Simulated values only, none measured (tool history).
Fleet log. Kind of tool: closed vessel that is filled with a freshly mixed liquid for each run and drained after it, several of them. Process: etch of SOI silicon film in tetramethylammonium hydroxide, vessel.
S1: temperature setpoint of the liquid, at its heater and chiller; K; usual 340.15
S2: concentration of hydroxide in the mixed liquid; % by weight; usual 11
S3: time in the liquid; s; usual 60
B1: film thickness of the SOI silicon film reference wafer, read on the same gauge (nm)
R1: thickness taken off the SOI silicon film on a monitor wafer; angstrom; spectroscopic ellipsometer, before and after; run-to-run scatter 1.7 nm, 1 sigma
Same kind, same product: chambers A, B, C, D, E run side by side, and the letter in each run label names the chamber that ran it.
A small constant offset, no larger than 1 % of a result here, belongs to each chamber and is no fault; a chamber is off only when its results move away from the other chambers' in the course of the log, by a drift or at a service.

run,hour,S1,S2,S3,B1,R1
1E,4.4,340.15,11,60,30.022,3375.7
2D,9.6,340.15,11,60,30.029,3386.7
3A,16.3,340.15,11,60,30.044,3363.9
4C,23.4,340.15,11,60,29.944,3430.5
5B,27.6,340.15,11,60,29.954,3378.9
6E,34.1,340.15,11,60,29.998,3369.2
7D,42.1,332.65,11,30,30.01,1068.9
8A,50,332.65,11,30,29.953,1071.7
9C,54.5,332.65,11,30,29.992,1073.9
10B,61.7,332.65,11,30,29.995,1088.5
11A,69.4,332.65,11,30,30.006,1062
# hour 73.4: chamber E: hydroxide flow meter replaced
12B,76.1,340.15,11,60,30.035,3411.5
13D,80.1,340.15,11,60,29.999,3394.4
14E,85.4,340.15,11,60,30.013,3403.9
15C,91.5,336.15,9.5,60,30.054,2829.1
16E,98.9,336.15,9.5,60,29.986,2842.1
17C,104.1,336.15,9.5,60,30.008,2802.6
18D,110.1,336.15,9.5,60,30.013,2827.8
19B,116.7,336.15,9.5,60,30.034,2839.7
20A,121.4,340.15,11,60,30.004,3357.6
21C,129,340.15,11,60,30.033,3394.8
22A,133,346.15,11,60,29.938,4814.2
23E,141.1,346.15,11,60,30.011,4874.3
24B,146.3,346.15,11,60,30.003,4825
25D,150.6,346.15,11,60,30.028,4811.2
26A,154.6,346.15,11,60,30.039,4782.6
27E,162.1,340.15,11,60,29.995,3510.5
28C,168.5,340.15,11,60,29.997,3409.5
# hour 170.9: chamber B: thermometer replaced
29B,177.1,340.15,11,60,30.022,3383.2
30D,183.4,347.65,11,60,29.995,5241.9
31C,190.3,347.65,11,60,29.985,5216.9
32B,198,347.65,11,60,29.985,5283.9
33D,202.3,347.65,11,60,29.967,5238.4
34E,207.9,347.65,11,60,29.957,5416.3
35A,215.6,340.15,11,60,30.002,3373.4
36C,221.1,340.15,11,60,29.999,3359.3
37A,225.4,344.15,11,75,30.003,5326.6
38B,233.5,344.15,11,75,30.02,5316.4
39E,239.5,344.15,11,75,30.023,5613.3
40D,246.9,344.15,11,75,29.992,5344.8
41A,251,344.15,11,75,30.015,5326

Next, all 5 chambers run the settings below, one line each with question marks for the results. What does each chamber give?
42A,257.1,340.15,12,60,,?
42B,257.1,340.15,12,60,,?
42C,257.1,340.15,12,60,,?
42D,257.1,340.15,12,60,,?
42E,257.1,340.15,12,60,,?

run,R1
42A,3242.9
42B,3294.5
42C,3275.2
42D,3283.6
42E,3502
